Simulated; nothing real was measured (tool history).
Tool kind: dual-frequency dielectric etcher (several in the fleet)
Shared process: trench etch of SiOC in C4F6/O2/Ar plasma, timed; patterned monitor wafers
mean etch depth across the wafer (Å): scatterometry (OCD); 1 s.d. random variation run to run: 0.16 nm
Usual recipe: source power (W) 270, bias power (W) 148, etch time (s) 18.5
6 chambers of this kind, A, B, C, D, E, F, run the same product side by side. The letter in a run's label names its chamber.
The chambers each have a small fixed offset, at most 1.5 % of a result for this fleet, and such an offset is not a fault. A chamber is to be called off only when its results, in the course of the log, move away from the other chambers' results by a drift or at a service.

| run | day | source power (W) | bias power (W) | etch time (s) | read-back reference wafer on the same gauge, depth_nm | mean etch depth across the wafer (Å) |
|---|---|---|---|---|---|---|
| 1A | 0.492 | 270 | 148 | 18.5 | 28.217 | 310.79 |
|  | 0.775 | chamber D: bias power generator calibrated |
| 2C | 0.933 | 270 | 148 | 18.5 | 28.163 | 311.43 |
| 3E | 1.283 | 270 | 148 | 18.5 | 28.208 | 307.33 |
|  | 1.388 | chamber B: source power generator calibrated |
| 4B | 1.6 | 270 | 148 | 18.5 | 28.22 | 306.83 |
| 5D | 1.983 | 270 | 148 | 18.5 | 28.222 | 312.42 |
| 6F | 2.379 | 270 | 148 | 18.5 | 28.175 | 311.8 |
|  | 2.433 | chamber C: wet clean of the chamber |
| 7F | 2.675 | 270 | 148 | 18.5 | 28.176 | 308.24 |
| 8E | 3.167 | 270 | 148 | 18.5 | 28.213 | 307.87 |
| 9B | 3.712 | 270 | 148 | 18.5 | 28.193 | 306.42 |
| 10A | 4.088 | 270 | 148 | 18.5 | 28.186 | 313.28 |
| 11D | 4.404 | 270 | 148 | 18.5 | 28.18 | 311.33 |
| 12C | 4.675 | 270 | 148 | 18.5 | 28.178 | 315.4 |
| 13F | 5.1 | 270 | 148 | 18.5 | 28.199 | 310.69 |
| 14B | 5.583 | 270 | 148 | 18.5 | 28.235 | 306.07 |
| 15C | 6.125 | 270 | 148 | 18.5 | 28.201 | 310.81 |
|  | 6.462 | chamber A: wet clean of the chamber |
| 16A | 6.517 | 270 | 148 | 18.5 | 28.22 | 311.93 |
| 17E | 6.792 | 270 | 148 | 18.5 | 28.191 | 305.88 |
| 18D | 7.033 | 270 | 148 | 18.5 | 28.182 | 312.41 |
| 19D | 7.488 | 270 | 148 | 18.5 | 28.175 | 312.51 |
| 20F | 7.854 | 270 | 148 | 18.5 | 28.18 | 313.02 |
|  | 8.125 | chamber F: wet clean of the chamber |
| 21B | 8.338 | 270 | 148 | 18.5 | 28.227 | 307.26 |
| 22E | 8.888 | 270 | 148 | 18.5 | 28.194 | 309.91 |
| 23C | 9.371 | 270 | 148 | 18.5 | 28.163 | 310.53 |
|  | 9.45 | chamber C: source power generator calibrated |
| 24A | 9.838 | 270 | 148 | 18.5 | 28.179 | 315.68 |
| 25A | 10.133 | 270 | 148 | 18.5 | 28.179 | 315.16 |
| 26C | 10.529 | 270 | 148 | 18.5 | 28.197 | 312.28 |
|  | 11.025 | chamber D: source power generator calibrated |
| 27D | 11.046 | 270 | 148 | 18.5 | 28.227 | 309.83 |
| 28E | 11.596 | 270 | 148 | 18.5 | 28.193 | 308.59 |
| 29B | 12.038 | 270 | 148 | 18.5 | 28.169 | 307.48 |
| 30F | 12.462 | 270 | 148 | 18.5 | 28.237 | 294.39 |
| 31F | 12.988 | 270 | 148 | 18.5 | 28.21 | 293.6 |
| 32B | 13.225 | 270 | 148 | 18.5 | 28.186 | 305.57 |
| 33E | 13.671 | 270 | 148 | 18.5 | 28.183 | 308.22 |
| 34C | 14.15 | 270 | 148 | 18.5 | 28.156 | 310.88 |
| 35D | 14.467 | 270 | 148 | 18.5 | 28.185 | 309.56 |
| 36A | 15.017 | 270 | 148 | 18.5 | 28.187 | 312.97 |

Next, all 6 chambers run the settings below, one line each with question marks for the results. What does each chamber give?
| 37A | 15.412 | 270 | 148 | 18.5 |  | ? |
| 37B | 15.412 | 270 | 148 | 18.5 |  | ? |
| 37C | 15.412 | 270 | 148 | 18.5 |  | ? |
| 37D | 15.412 | 270 | 148 | 18.5 |  | ? |
| 37E | 15.412 | 270 | 148 | 18.5 |  | ? |
| 37F | 15.412 | 270 | 148 | 18.5 |  | ? |

| run | mean etch depth across the wafer (Å) |
|---|---|
| 37A | 312.46 |
| 37B | 308.06 |
| 37C | 311.79 |
| 37D | 309.35 |
| 37E | 308.98 |
| 37F | 293.2 |
